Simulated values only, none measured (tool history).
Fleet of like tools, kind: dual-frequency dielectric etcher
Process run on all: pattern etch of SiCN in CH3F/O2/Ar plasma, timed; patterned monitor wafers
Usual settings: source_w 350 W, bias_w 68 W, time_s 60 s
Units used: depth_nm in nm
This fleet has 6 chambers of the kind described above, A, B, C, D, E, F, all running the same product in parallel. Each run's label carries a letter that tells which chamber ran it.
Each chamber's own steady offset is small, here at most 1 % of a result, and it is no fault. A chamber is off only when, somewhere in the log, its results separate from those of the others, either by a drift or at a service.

run,hour,source_w,bias_w,time_s,"read-back reference wafer on the same gauge, depth_nm",depth_nm
# hour 0.8: chamber D: wet clean of the chamber
1D,5.6,350,68,60,19.89,21.097
2F,10,350,68,60,19.905,21.146
3B,16.1,350,68,60,19.904,20.979
4A,21.9,350,68,60,19.893,21.148
5E,28.8,350,68,60,19.895,20.937
6C,33.2,350,68,60,19.892,21.047
7A,37.3,350,68,60,19.9,21.064
8D,45.1,350,68,60,19.901,21.025
9E,51.9,350,68,60,19.891,21.021
10F,55.7,350,68,60,19.901,21.086
11C,63.1,350,68,60,19.9,20.985
12B,67.6,350,68,60,19.904,20.983
13F,74.9,350,68,60,19.911,21.105
14A,79.5,350,68,60,19.895,21.067
15B,85.6,270,68,43.5,19.897,13.713
16D,93,270,68,43.5,19.905,13.82
17E,98.4,270,68,43.5,19.9,13.768
18C,105.4,270,68,43.5,19.907,13.825
19E,113.1,270,68,43.5,19.898,13.801
20A,119.4,270,68,43.5,19.901,13.813
21B,123.6,350,68,60,19.897,20.873
22D,127.6,280,82,60,19.906,20.852
# hour 130.4: chamber A: wet clean of the chamber
23F,133.6,280,82,60,19.912,20.787
24C,141.9,280,82,60,19.911,20.776
# hour 142.9: chamber C: wet clean of the chamber
25F,145.6,280,82,60,19.901,20.777
26D,150.7,280,82,60,19.912,20.766
27E,158.7,280,82,60,19.9,20.576
28A,165.5,350,68,60,19.904,21.158
29B,173.7,350,68,60,19.901,20.854
30C,179.8,350,63,73,19.901,24.916
31B,186.2,350,63,73,19.903,24.788
32D,192.6,350,63,73,19.896,24.908
# hour 194.1: chamber A: source power generator calibrated
33A,198,350,63,73,19.899,24.962
34F,204.6,350,63,73,19.911,25.033
35E,209.9,350,63,73,19.902,24.844
36C,216.4,350,68,60,19.909,21.042
37E,220.2,350,68,60,19.897,21.01
38C,228.3,350,68,60,19.905,21.053
39D,236.2,350,68,60,19.909,21.115

What goes on in this fleet: one chamber off, a drifting gauge, or nothing beyond the chambers' own small offsets? Name the chamber and the cause, if any.

No chamber stands off beyond its own small offset, and the gauge holds steady.

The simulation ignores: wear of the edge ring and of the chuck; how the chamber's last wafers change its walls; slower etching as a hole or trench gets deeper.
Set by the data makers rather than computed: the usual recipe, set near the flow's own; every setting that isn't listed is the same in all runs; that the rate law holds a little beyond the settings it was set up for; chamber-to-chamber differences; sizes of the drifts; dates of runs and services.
